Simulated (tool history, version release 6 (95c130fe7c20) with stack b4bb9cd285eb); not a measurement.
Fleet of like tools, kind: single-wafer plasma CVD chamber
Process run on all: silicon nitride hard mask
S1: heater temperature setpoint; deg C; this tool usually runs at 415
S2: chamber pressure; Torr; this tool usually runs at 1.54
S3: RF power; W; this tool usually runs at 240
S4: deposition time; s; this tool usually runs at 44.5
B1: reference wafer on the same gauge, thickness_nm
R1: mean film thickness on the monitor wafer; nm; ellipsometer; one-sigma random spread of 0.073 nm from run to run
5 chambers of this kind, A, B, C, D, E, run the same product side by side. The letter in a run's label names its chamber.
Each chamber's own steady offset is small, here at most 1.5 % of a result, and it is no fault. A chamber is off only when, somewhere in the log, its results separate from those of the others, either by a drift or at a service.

{"run": "1A", "hour": 9.7, "S1": 415, "S2": 1.54, "S3": 240, "S4": 44.5, "B1": 38.597, "R1": 42.593}
{"run": "2D", "hour": 14.5, "S1": 415, "S2": 1.54, "S3": 240, "S4": 44.5, "B1": 38.615, "R1": 43.002}
{"run": "3E", "hour": 23.0, "S1": 415, "S2": 1.54, "S3": 240, "S4": 44.5, "B1": 38.584, "R1": 43.002}
{"hour": 23.2, "done": "chamber E: RF generator calibrated"}
{"run": "4B", "hour": 30.0, "S1": 415, "S2": 1.54, "S3": 240, "S4": 44.5, "B1": 38.58, "R1": 43.092}
{"run": "5C", "hour": 38.4, "S1": 415, "S2": 1.54, "S3": 280, "S4": 50.1, "B1": 38.573, "R1": 54.06}
{"run": "6A", "hour": 44.8, "S1": 415, "S2": 1.54, "S3": 280, "S4": 50.1, "B1": 38.586, "R1": 53.58}
{"run": "7E", "hour": 51.3, "S1": 415, "S2": 1.54, "S3": 280, "S4": 50.1, "B1": 38.563, "R1": 53.574}
{"run": "8B", "hour": 57.5, "S1": 415, "S2": 1.54, "S3": 280, "S4": 50.1, "B1": 38.557, "R1": 54.094}
{"run": "9C", "hour": 62.2, "S1": 415, "S2": 1.54, "S3": 280, "S4": 50.1, "B1": 38.544, "R1": 54.103}
{"run": "10D", "hour": 68.4, "S1": 415, "S2": 1.54, "S3": 240, "S4": 44.5, "B1": 38.548, "R1": 42.967}
{"run": "11C", "hour": 77.4, "S1": 415, "S2": 1.54, "S3": 240, "S4": 44.5, "B1": 38.532, "R1": 43.008}
{"run": "12E", "hour": 86.8, "S1": 415, "S2": 1.54, "S3": 240, "S4": 44.5, "B1": 38.534, "R1": 42.657}
{"run": "13D", "hour": 95.2, "S1": 415, "S2": 1.54, "S3": 240, "S4": 44.5, "B1": 38.523, "R1": 42.883}
{"run": "14A", "hour": 100.2, "S1": 415, "S2": 1.54, "S3": 240, "S4": 44.5, "B1": 38.523, "R1": 42.57}
{"hour": 104.3, "done": "chamber A: capacitance manometer re-zeroed and calibrated"}
{"run": "15B", "hour": 106.2, "S1": 415, "S2": 1.54, "S3": 240, "S4": 44.5, "B1": 38.513, "R1": 43.069}
{"run": "16D", "hour": 112.2, "S1": 415, "S2": 1.54, "S3": 240, "S4": 44.5, "B1": 38.524, "R1": 42.994}
{"run": "17C", "hour": 118.5, "S1": 415, "S2": 1.54, "S3": 240, "S4": 44.5, "B1": 38.5, "R1": 43.117}
{"run": "18B", "hour": 127.6, "S1": 415, "S2": 1.54, "S3": 240, "S4": 44.5, "B1": 38.51, "R1": 43.007}
{"run": "19E", "hour": 134.3, "S1": 415, "S2": 1.54, "S3": 240, "S4": 44.5, "B1": 38.501, "R1": 42.729}
{"run": "20A", "hour": 139.2, "S1": 415, "S2": 1.54, "S3": 240, "S4": 44.5, "B1": 38.489, "R1": 42.551}
{"run": "21C", "hour": 149.7, "S1": 425, "S2": 1.19, "S3": 240, "S4": 44.5, "B1": 38.473, "R1": 39.625}
{"run": "22A", "hour": 157.5, "S1": 425, "S2": 1.19, "S3": 240, "S4": 44.5, "B1": 38.473, "R1": 39.129}
{"run": "23D", "hour": 163.0, "S1": 425, "S2": 1.19, "S3": 240, "S4": 44.5, "B1": 38.461, "R1": 39.449}
{"run": "24E", "hour": 168.3, "S1": 425, "S2": 1.19, "S3": 240, "S4": 44.5, "B1": 38.457, "R1": 39.263}
{"run": "25B", "hour": 179.0, "S1": 425, "S2": 1.19, "S3": 240, "S4": 44.5, "B1": 38.447, "R1": 39.514}
{"run": "26E", "hour": 183.7, "S1": 415, "S2": 1.54, "S3": 240, "S4": 44.5, "B1": 38.434, "R1": 42.771}
{"run": "27D", "hour": 189.3, "S1": 415, "S2": 1.54, "S3": 240, "S4": 44.5, "B1": 38.444, "R1": 42.872}
{"run": "28C", "hour": 196.1, "S1": 415, "S2": 1.54, "S3": 240, "S4": 44.5, "B1": 38.427, "R1": 42.948}
{"run": "29A", "hour": 206.1, "S1": 415, "S2": 1.54, "S3": 240, "S4": 44.5, "B1": 38.415, "R1": 42.436}
{"run": "30B", "hour": 216.8, "S1": 415, "S2": 1.34, "S3": 240, "S4": 41.1, "B1": 38.417, "R1": 37.929}
{"run": "31A", "hour": 224.0, "S1": 415, "S2": 1.34, "S3": 240, "S4": 41.1, "B1": 38.412, "R1": 37.623}
{"run": "32C", "hour": 232.7, "S1": 415, "S2": 1.34, "S3": 240, "S4": 41.1, "B1": 38.409, "R1": 38.074}
{"run": "33D", "hour": 240.0, "S1": 415, "S2": 1.34, "S3": 240, "S4": 41.1, "B1": 38.415, "R1": 37.915}
{"run": "34E", "hour": 250.4, "S1": 415, "S2": 1.34, "S3": 240, "S4": 41.1, "B1": 38.392, "R1": 37.813}
{"run": "35B", "hour": 257.1, "S1": 415, "S2": 1.54, "S3": 200, "S4": 44.5, "B1": 38.374, "R1": 37.381}
{"run": "36C", "hour": 264.7, "S1": 415, "S2": 1.54, "S3": 200, "S4": 44.5, "B1": 38.376, "R1": 37.537}
{"run": "37E", "hour": 274.9, "S1": 415, "S2": 1.54, "S3": 200, "S4": 44.5, "B1": 38.373, "R1": 37.305}
{"run": "38D", "hour": 284.6, "S1": 415, "S2": 1.54, "S3": 200, "S4": 44.5, "B1": 38.364, "R1": 37.397}
{"run": "39A", "hour": 292.0, "S1": 415, "S2": 1.54, "S3": 200, "S4": 44.5, "B1": 38.35, "R1": 36.896}
{"run": "40B", "hour": 300.8, "S1": 415, "S2": 1.54, "S3": 240, "S4": 44.5, "B1": 38.356, "R1": 42.758}
{"run": "41B", "hour": 306.5, "S1": 415, "S2": 1.54, "S3": 240, "S4": 44.5, "B1": 38.346, "R1": 42.88}
{"run": "42E", "hour": 312.0, "S1": 415, "S2": 1.54, "S3": 240, "S4": 44.5, "B1": 38.33, "R1": 42.486}

Has any chamber moved away from the others, gradually or after a service, or does the common gauge drift, or do the chambers differ only by their own small steady offsets? State the chamber and the most likely cause if one applies.

It is the gauge, not a chamber: its drift shows up in every chamber's results at once, and no chamber is off.
What lies behind it: gauge reads low (%) = 0.692.
